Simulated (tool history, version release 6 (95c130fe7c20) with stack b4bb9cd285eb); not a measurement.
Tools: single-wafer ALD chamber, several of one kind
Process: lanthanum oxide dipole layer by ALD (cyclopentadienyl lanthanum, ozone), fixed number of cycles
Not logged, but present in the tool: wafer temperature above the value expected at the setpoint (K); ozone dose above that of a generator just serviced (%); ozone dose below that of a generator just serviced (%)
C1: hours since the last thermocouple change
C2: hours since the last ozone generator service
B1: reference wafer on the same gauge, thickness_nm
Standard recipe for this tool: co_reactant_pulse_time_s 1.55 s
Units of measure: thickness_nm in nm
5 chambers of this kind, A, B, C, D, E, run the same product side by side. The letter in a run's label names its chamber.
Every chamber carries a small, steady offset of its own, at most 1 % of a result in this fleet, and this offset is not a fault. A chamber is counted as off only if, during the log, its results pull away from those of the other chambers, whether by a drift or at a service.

{"run": "1E", "hour": 5.8, "co_reactant_pulse_time_s": 1.55, "C1": 6.3, "C2": 1283.2, "B1": 0.51106, "thickness_nm": 0.54911}
{"run": "2D", "hour": 11.9, "co_reactant_pulse_time_s": 1.55, "C1": 499.4, "C2": 330.5, "B1": 0.511, "thickness_nm": 0.55372}
{"run": "3C", "hour": 19.7, "co_reactant_pulse_time_s": 1.55, "C1": 1273, "C2": 290.5, "B1": 0.51072, "thickness_nm": 0.55498}
{"run": "4A", "hour": 28.3, "co_reactant_pulse_time_s": 1.55, "C1": 1848.8, "C2": 904.6, "B1": 0.5112, "thickness_nm": 0.56056}
{"run": "5B", "hour": 34.5, "co_reactant_pulse_time_s": 1.55, "C1": 1092.9, "C2": 1275.9, "B1": 0.5104, "thickness_nm": 0.55548}
{"run": "6C", "hour": 42.5, "co_reactant_pulse_time_s": 1.55, "C1": 1295.8, "C2": 313.3, "B1": 0.51158, "thickness_nm": 0.55917}
{"run": "7D", "hour": 47.6, "co_reactant_pulse_time_s": 1.55, "C1": 535.1, "C2": 366.2, "B1": 0.51114, "thickness_nm": 0.55612}
{"run": "8E", "hour": 51.7, "co_reactant_pulse_time_s": 1.55, "C1": 52.2, "C2": 1329.1, "B1": 0.51144, "thickness_nm": 0.55166}
{"run": "9B", "hour": 60.6, "co_reactant_pulse_time_s": 1.22, "C1": 1119, "C2": 1302, "B1": 0.51087, "thickness_nm": 0.52384}
{"run": "10A", "hour": 66.1, "co_reactant_pulse_time_s": 1.22, "C1": 1886.6, "C2": 942.4, "B1": 0.51065, "thickness_nm": 0.52785}
{"run": "11A", "hour": 74.0, "co_reactant_pulse_time_s": 1.22, "C1": 1894.5, "C2": 950.3, "B1": 0.51078, "thickness_nm": 0.52829}
{"run": "12B", "hour": 82.0, "co_reactant_pulse_time_s": 1.22, "C1": 1140.4, "C2": 1323.4, "B1": 0.51053, "thickness_nm": 0.53119}
{"run": "13C", "hour": 88.6, "co_reactant_pulse_time_s": 1.22, "C1": 1341.9, "C2": 359.4, "B1": 0.51152, "thickness_nm": 0.53245}
{"run": "14E", "hour": 93.7, "co_reactant_pulse_time_s": 1.55, "C1": 94.2, "C2": 1371.1, "B1": 0.5114, "thickness_nm": 0.54928}
{"run": "15D", "hour": 99.7, "co_reactant_pulse_time_s": 2.02, "C1": 587.2, "C2": 418.3, "B1": 0.51081, "thickness_nm": 0.57168}
{"run": "16A", "hour": 107.0, "co_reactant_pulse_time_s": 2.02, "C1": 1927.5, "C2": 983.3, "B1": 0.51089, "thickness_nm": 0.57051}
{"run": "17C", "hour": 112.2, "co_reactant_pulse_time_s": 2.02, "C1": 1365.5, "C2": 383, "B1": 0.51055, "thickness_nm": 0.56931}
{"run": "18D", "hour": 117.6, "co_reactant_pulse_time_s": 2.02, "C1": 605.1, "C2": 436.2, "B1": 0.51074, "thickness_nm": 0.56812}
{"run": "19E", "hour": 121.9, "co_reactant_pulse_time_s": 2.02, "C1": 122.4, "C2": 1399.3, "B1": 0.51072, "thickness_nm": 0.56844}
{"run": "20B", "hour": 130.4, "co_reactant_pulse_time_s": 1.55, "C1": 1188.8, "C2": 1371.8, "B1": 0.51024, "thickness_nm": 0.55733}
{"run": "21A", "hour": 137.5, "co_reactant_pulse_time_s": 1.55, "C1": 1958, "C2": 1013.8, "B1": 0.51049, "thickness_nm": 0.55797}
{"run": "22D", "hour": 142.1, "co_reactant_pulse_time_s": 1.55, "C1": 629.6, "C2": 460.7, "B1": 0.51136, "thickness_nm": 0.55881}
{"run": "23E", "hour": 149.6, "co_reactant_pulse_time_s": 1.55, "C1": 150.1, "C2": 1427, "B1": 0.51062, "thickness_nm": 0.55332}
{"run": "24B", "hour": 154.1, "co_reactant_pulse_time_s": 1.55, "C1": 1212.5, "C2": 1395.5, "B1": 0.5115, "thickness_nm": 0.55278}
{"run": "25C", "hour": 163.2, "co_reactant_pulse_time_s": 1.55, "C1": 1416.5, "C2": 434, "B1": 0.51054, "thickness_nm": 0.55878}
{"run": "26C", "hour": 170.9, "co_reactant_pulse_time_s": 1.55, "C1": 1424.2, "C2": 441.7, "B1": 0.51161, "thickness_nm": 0.55558}
{"run": "27A", "hour": 176.0, "co_reactant_pulse_time_s": 1.55, "C1": 1996.5, "C2": 1052.3, "B1": 0.51107, "thickness_nm": 0.55267}
{"run": "28D", "hour": 182.4, "co_reactant_pulse_time_s": 1.55, "C1": 669.9, "C2": 501, "B1": 0.51146, "thickness_nm": 0.55418}
{"run": "29B", "hour": 189.0, "co_reactant_pulse_time_s": 1.55, "C1": 1247.4, "C2": 1430.4, "B1": 0.51134, "thickness_nm": 0.55252}
{"run": "30E", "hour": 195.1, "co_reactant_pulse_time_s": 1.14, "C1": 195.6, "C2": 1472.5, "B1": 0.51099, "thickness_nm": 0.52043}
{"run": "31D", "hour": 202.0, "co_reactant_pulse_time_s": 1.14, "C1": 689.5, "C2": 520.6, "B1": 0.51071, "thickness_nm": 0.52146}
{"run": "32A", "hour": 208.1, "co_reactant_pulse_time_s": 1.14, "C1": 2028.6, "C2": 1084.4, "B1": 0.51102, "thickness_nm": 0.52025}
{"run": "33B", "hour": 216.5, "co_reactant_pulse_time_s": 1.14, "C1": 1274.9, "C2": 1457.9, "B1": 0.51141, "thickness_nm": 0.52356}
{"run": "34C", "hour": 223.3, "co_reactant_pulse_time_s": 1.14, "C1": 1476.6, "C2": 494.1, "B1": 0.51119, "thickness_nm": 0.52767}
{"run": "35E", "hour": 227.9, "co_reactant_pulse_time_s": 1.04, "C1": 228.4, "C2": 1505.3, "B1": 0.5107, "thickness_nm": 0.5054}
{"run": "36C", "hour": 232.6, "co_reactant_pulse_time_s": 1.04, "C1": 1485.9, "C2": 503.4, "B1": 0.5106, "thickness_nm": 0.51462}
{"run": "37D", "hour": 236.7, "co_reactant_pulse_time_s": 1.04, "C1": 724.2, "C2": 555.3, "B1": 0.51149, "thickness_nm": 0.51023}
{"run": "38A", "hour": 243.7, "co_reactant_pulse_time_s": 1.04, "C1": 2064.2, "C2": 1120, "B1": 0.51072, "thickness_nm": 0.50186}
{"run": "39B", "hour": 248.2, "co_reactant_pulse_time_s": 1.04, "C1": 1306.6, "C2": 1489.6, "B1": 0.51085, "thickness_nm": 0.50777}
{"run": "40E", "hour": 255.7, "co_reactant_pulse_time_s": 1.55, "C1": 256.2, "C2": 1533.1, "B1": 0.51103, "thickness_nm": 0.54829}

Read the log: is a single chamber off, either drifting away or since a service, is the gauge that measures every chamber drifting, or is nothing wrong beyond small per-chamber offsets? Name any odd chamber and what most likely caused it.

Neither any chamber nor the gauge drifts; the chambers differ only by their own small, steady offsets.
